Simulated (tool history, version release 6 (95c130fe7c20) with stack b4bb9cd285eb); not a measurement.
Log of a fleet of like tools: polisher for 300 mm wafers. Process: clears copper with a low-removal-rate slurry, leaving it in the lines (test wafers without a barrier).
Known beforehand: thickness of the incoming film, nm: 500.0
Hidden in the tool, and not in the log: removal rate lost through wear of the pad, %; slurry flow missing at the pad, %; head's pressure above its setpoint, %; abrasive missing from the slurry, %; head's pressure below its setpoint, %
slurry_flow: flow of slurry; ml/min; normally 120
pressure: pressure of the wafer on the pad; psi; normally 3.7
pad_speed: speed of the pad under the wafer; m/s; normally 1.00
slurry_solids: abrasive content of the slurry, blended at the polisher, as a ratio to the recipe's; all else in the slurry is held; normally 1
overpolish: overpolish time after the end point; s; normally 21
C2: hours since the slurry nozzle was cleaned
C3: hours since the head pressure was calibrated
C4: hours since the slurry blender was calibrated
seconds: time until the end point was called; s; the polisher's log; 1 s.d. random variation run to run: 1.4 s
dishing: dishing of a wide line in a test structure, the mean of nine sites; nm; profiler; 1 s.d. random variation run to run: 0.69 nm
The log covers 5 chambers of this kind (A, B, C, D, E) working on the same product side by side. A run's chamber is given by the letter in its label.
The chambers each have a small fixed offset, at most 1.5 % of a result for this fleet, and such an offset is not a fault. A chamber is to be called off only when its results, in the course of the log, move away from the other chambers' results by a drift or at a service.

Run 1B, hour 3.8: usual settings; wafers polished on this pad 1222; C2 615.2; C3 47.3; C4 182.1. Result: seconds 151.25 s, dishing 37.336 nm.
Run 2D, hour 8.9: usual settings; wafers polished on this pad 458; C2 532.3; C3 259.7; C4 120.2. Result: seconds 147.68 s, dishing 35.692 nm.
Run 3E, hour 11.8: usual settings; wafers polished on this pad 502; C2 468.4; C3 1140.9; C4 89.2. Result: seconds 148.52 s, dishing 37.088 nm.
Run 4C, hour 14.8: usual settings; wafers polished on this pad 1062; C2 199.8; C3 712.7; C4 241.9. Result: seconds 150.06 s, dishing 36.348 nm.
Run 5A, hour 19.1: usual settings; wafers polished on this pad 856; C2 250.6; C3 139.2; C4 151.2. Result: seconds 146.00 s, dishing 38.085 nm.
Run 6E, hour 22.5: usual settings; wafers polished on this pad 569; C2 479.1; C3 1151.6; C4 99.9. Result: seconds 146.85 s, dishing 37.312 nm.
Run 7A, hour 25.6: usual settings; wafers polished on this pad 897; C2 257.1; C3 145.7; C4 157.7. Result: seconds 148.37 s, dishing 37.842 nm.
Run 8D, hour 28.1: usual settings; wafers polished on this pad 577; C2 551.5; C3 278.9; C4 139.4. Result: seconds 149.97 s, dishing 36.539 nm.
Run 9C, hour 31.0: usual settings; wafers polished on this pad 1162; C2 216.0; C3 728.9; C4 258.1. Result: seconds 150.64 s, dishing 37.234 nm.
At hour 34.9: chamber A: slurry nozzle cleaned.
Run 10B, hour 35.8: usual settings; wafers polished on this pad 1421; C2 647.2; C3 79.3; C4 214.1. Result: seconds 148.78 s, dishing 36.978 nm.
At hour 38.8: chamber B: worn pad replaced by a new one.
Run 11D, hour 39.6: usual settings; wafers polished on this pad 649; C2 563.0; C3 290.4; C4 150.9. Result: seconds 146.45 s, dishing 37.653 nm.
At hour 41.0: chamber D: head pressure recalibrated.
Run 12C, hour 43.2: usual settings; wafers polished on this pad 1238; C2 228.2; C3 741.1; C4 270.3. Result: seconds 152.97 s, dishing 36.335 nm.
At hour 46.3: chamber C: worn pad replaced by a new one.
Run 13E, hour 47.0: usual settings; wafers polished on this pad 721; C2 503.6; C3 1176.1; C4 124.4. Result: seconds 151.00 s, dishing 36.812 nm.
Run 14B, hour 51.7: usual settings but pressure 4.1 psi; wafers polished on this pad 80; C2 663.1; C3 95.2; C4 230.0. Result: seconds 136.64 s, dishing 40.108 nm.
Run 15A, hour 55.6: usual settings but pressure 4.1 psi; wafers polished on this pad 1083; C2 20.7; C3 175.7; C4 187.7. Result: seconds 135.01 s, dishing 37.604 nm.
Run 16E, hour 58.6: usual settings but pressure 4.1 psi; wafers polished on this pad 793; C2 515.2; C3 1187.7; C4 136.0. Result: seconds 136.39 s, dishing 40.630 nm.
Run 17A, hour 62.1: usual settings but pressure 4.1 psi; wafers polished on this pad 1123; C2 27.2; C3 182.2; C4 194.2. Result: seconds 134.76 s, dishing 38.184 nm.
At hour 64.7: chamber A: worn pad replaced by a new one.
Run 18C, hour 65.3: usual settings but pressure 4.1 psi; wafers polished on this pad 118; C2 250.3; C3 763.2; C4 292.4. Result: seconds 137.24 s, dishing 38.562 nm.
Run 19B, hour 68.3: usual settings; wafers polished on this pad 183; C2 679.7; C3 111.8; C4 246.6. Result: seconds 151.73 s, dishing 37.862 nm.
Run 20D, hour 73.1: usual settings; wafers polished on this pad 857; C2 596.5; C3 32.2; C4 184.4. Result: seconds 148.29 s, dishing 36.245 nm.
Run 21E, hour 78.2: usual settings but pressure 2.7 psi; wafers polished on this pad 915; C2 534.8; C3 1207.3; C4 155.6. Result: seconds 202.07 s, dishing 30.185 nm.
Run 22D, hour 82.3: usual settings but pressure 2.7 psi; wafers polished on this pad 914; C2 605.7; C3 41.4; C4 193.6. Result: seconds 203.61 s, dishing 28.699 nm.
Run 23A, hour 85.9: usual settings but pressure 2.7 psi; wafers polished on this pad 132; C2 51.0; C3 206.0; C4 218.0. Result: seconds 203.67 s, dishing 30.525 nm.
Run 24C, hour 88.4: usual settings but pressure 2.7 psi; wafers polished on this pad 261; C2 273.4; C3 786.3; C4 315.5. Result: seconds 214.40 s, dishing 28.516 nm.
At hour 89.9: chamber D: worn pad replaced by a new one.
At hour 93.1: chamber B: slurry nozzle cleaned.
Run 25B, hour 93.3: usual settings but pressure 2.7 psi; wafers polished on this pad 338; C2 0.2; C3 136.8; C4 271.6. Result: seconds 202.08 s, dishing 31.556 nm.
Run 26B, hour 97.6: usual settings but pressure 3.3 psi, pad_speed 1.18 m/s; wafers polished on this pad 365; C2 4.5; C3 141.1; C4 275.9. Result: seconds 143.16 s, dishing 38.513 nm.
Run 27E, hour 101.6: usual settings but pressure 3.3 psi, pad_speed 1.18 m/s; wafers polished on this pad 1060; C2 558.2; C3 1230.7; C4 179.0. Result: seconds 141.93 s, dishing 38.695 nm.
At hour 104.3: chamber C: slurry blender recalibrated.
Run 28A, hour 105.3: usual settings but pressure 3.3 psi, pad_speed 1.18 m/s; wafers polished on this pad 252; C2 70.4; C3 225.4; C4 237.4. Result: seconds 139.91 s, dishing 38.758 nm.
Run 29D, hour 109.4: usual settings but pressure 3.3 psi, pad_speed 1.18 m/s; wafers polished on this pad 121; C2 632.8; C3 68.5; C4 220.7. Result: seconds 138.80 s, dishing 38.787 nm.
At hour 109.8: chamber B: slurry blender recalibrated.
Run 30C, hour 113.6: usual settings but pressure 3.3 psi, pad_speed 1.18 m/s; wafers polished on this pad 417; C2 298.6; C3 811.5; C4 9.4. Result: seconds 154.19 s, dishing 37.198 nm.
At hour 117.9: chamber C: head pressure recalibrated.
Run 31D, hour 118.0: usual settings; wafers polished on this pad 174; C2 641.4; C3 77.1; C4 229.3. Result: seconds 149.28 s, dishing 35.890 nm.
Run 32C, hour 122.5: usual settings; wafers polished on this pad 473; C2 307.5; C3 4.7; C4 18.3. Result: seconds 159.93 s, dishing 35.296 nm.
Run 33A, hour 126.0: usual settings; wafers polished on this pad 380; C2 91.1; C3 246.1; C4 258.1. Result: seconds 148.86 s, dishing 36.764 nm.
Run 34B, hour 130.3: usual settings; wafers polished on this pad 568; C2 37.2; C3 173.8; C4 20.5. Result: seconds 148.27 s, dishing 37.795 nm.
Run 35E, hour 135.6: usual settings but pressure 2.6 psi; wafers polished on this pad 1271; C2 592.2; C3 1264.7; C4 213.0. Result: seconds 211.46 s, dishing 28.461 nm.
Run 36E, hour 140.0: usual settings but pressure 2.6 psi; wafers polished on this pad 1298; C2 596.6; C3 1269.1; C4 217.4. Result: seconds 213.22 s, dishing 28.250 nm.
Run 37C, hour 142.4: usual settings but pressure 2.6 psi; wafers polished on this pad 596; C2 327.4; C3 24.6; C4 38.2. Result: seconds 235.67 s, dishing 27.465 nm.
Run 38B, hour 146.5: usual settings but pressure 2.6 psi; wafers polished on this pad 668; C2 53.4; C3 190.0; C4 36.7. Result: seconds 213.57 s, dishing 29.213 nm.

Has any chamber moved away from the others, gradually or after a service, or does the common gauge drift, or do the chambers differ only by their own small steady offsets? State the chamber and the most likely cause if one applies.

One chamber, C, drifts off from the rest bit by bit.
What lies behind it: slurry flow missing at the pad, % = 33.2.

Here are 4 candidates for chamber C's next run, each the usual settings with a change, their results left as question marks. Which one brings its results back in line with what the others give on the usual settings?
To be in line, a result may differ from the other chambers' mean on the usual settings by at most: seconds 4.90 s; dishing 2.400 nm
Run 39C-1, hour 150.4: usual settings but pressure 3.9 psi, pad_speed 1.06 m/s. Result: seconds ?, dishing ?.
Run 39C-2, hour 150.4: usual settings but pressure 3.5 psi, pad_speed 0.94 m/s. Result: seconds ?, dishing ?.
Run 39C-3, hour 150.4: usual settings but slurry_flow 115 ml/min, pressure 3.4 psi, pad_speed 0.92 m/s. Result: seconds ?, dishing ?.
Run 39C-4, hour 150.4: usual settings but slurry_flow 125 ml/min, pressure 4.0 psi, pad_speed 1.08 m/s. Result: seconds ?, dishing ?.

The other chambers' mean on the usual settings: seconds 149.16 s; dishing 37.242 nm
  run  seconds  dishing
39C-1   148.75   37.321
39C-2   187.09   32.055
39C-3   199.43   30.649
39C-4   140.59   38.651
39C-1 brings the chamber back in line.

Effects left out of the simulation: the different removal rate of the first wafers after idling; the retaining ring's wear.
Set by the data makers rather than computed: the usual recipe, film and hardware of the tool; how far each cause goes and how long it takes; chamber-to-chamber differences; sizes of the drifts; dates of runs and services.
